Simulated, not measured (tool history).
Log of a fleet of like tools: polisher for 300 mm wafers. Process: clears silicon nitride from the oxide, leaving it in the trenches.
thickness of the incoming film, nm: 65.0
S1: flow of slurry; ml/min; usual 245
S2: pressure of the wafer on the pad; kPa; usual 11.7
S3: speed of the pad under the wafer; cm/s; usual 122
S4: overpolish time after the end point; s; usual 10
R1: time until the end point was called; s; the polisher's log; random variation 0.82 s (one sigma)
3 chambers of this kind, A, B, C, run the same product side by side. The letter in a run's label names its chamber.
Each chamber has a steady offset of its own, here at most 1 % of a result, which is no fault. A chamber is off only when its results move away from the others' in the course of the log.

run,hour,S1,S2,S3,S4,R1
1B,2.8,245,11.7,122,10,89.83
2A,6.2,245,11.7,122,10,90.212
3C,10.7,245,11.7,122,10,90.686
4C,14.5,245,11.7,122,10,90.595
5B,17.4,245,11.7,122,10,90.211
# hour 19.2: chamber C: slurry nozzle cleaned
6A,21.3,245,15.2,148,10,57.308
7A,24,245,15.2,148,10,57.843
8B,27.8,245,15.2,148,10,57.721
9C,30.9,245,11.7,122,10,89.91
10B,33.3,245,11.7,122,10,88.883
11A,37.1,245,9,122,10,120.32
# hour 38.7: chamber B: slurry nozzle cleaned
# hour 40.2: chamber B: worn pad replaced by a new one
12C,40.8,245,9,122,10,116.98
13C,43.1,245,9,122,10,118.81
14B,45.9,245,11.7,122,10,88.009
15A,50.3,245,11.7,122,10,91.383
16A,53.4,245,11.7,122,10,91.235
17C,57.8,245,11.7,122,10,90.9
18B,61.7,245,11.7,122,10,86.628
19B,65.9,245,11.7,122,10,86.901
20A,69.1,245,11.7,122,10,91.103
21C,72.1,245,11.7,122,10,90.358
# hour 73.3: chamber C: worn pad replaced by a new one
22A,76.3,245,11.7,122,10,91.663
23B,78.9,245,11.7,122,10,86.366
24C,82.9,245,11.7,122,10,90.641
25B,86.9,245,11.7,122,10,85.529
26C,91.7,245,11.7,122,10,88.828
27A,94,245,11.7,122,10,90.18
28A,98.2,175,9,122,10,124.9
29B,102.7,175,9,122,10,113.93
30C,106.3,175,9,122,10,122.4
# hour 107.8: chamber A: worn pad replaced by a new one
31A,108.5,245,11.7,122,10,89.532
32C,111.4,245,11.7,122,10,89.486
33B,114.2,245,11.7,122,10,83.289

What goes on in this fleet: one chamber off, a drifting gauge, or nothing beyond the chambers' own small offsets? Name the chamber and the cause, if any.

Chamber B drifts away from the others.
Cause: head's pressure above its setpoint, % = 9.8.

Here are 4 candidates for chamber B's next run, each the usual settings with a change, their results left as question marks. Which one brings its results back in line with what the others give on the usual settings?
In line means no further than this from the other chambers' mean on the usual settings: R1 2.9 s
34B-1,117.8,245,11.7,132,10,?
34B-2,117.8,245,11.7,124,10,?
34B-3,117.8,245,11,118,10,?
34B-4,117.8,245,11.7,118,10,?

The other chambers' mean on the usual settings: R1 90.244 s
run,R1
34B-1,76.425
34B-2,81.283
34B-3,90.696
34B-4,85.352
34B-3 brings the chamber back in line.
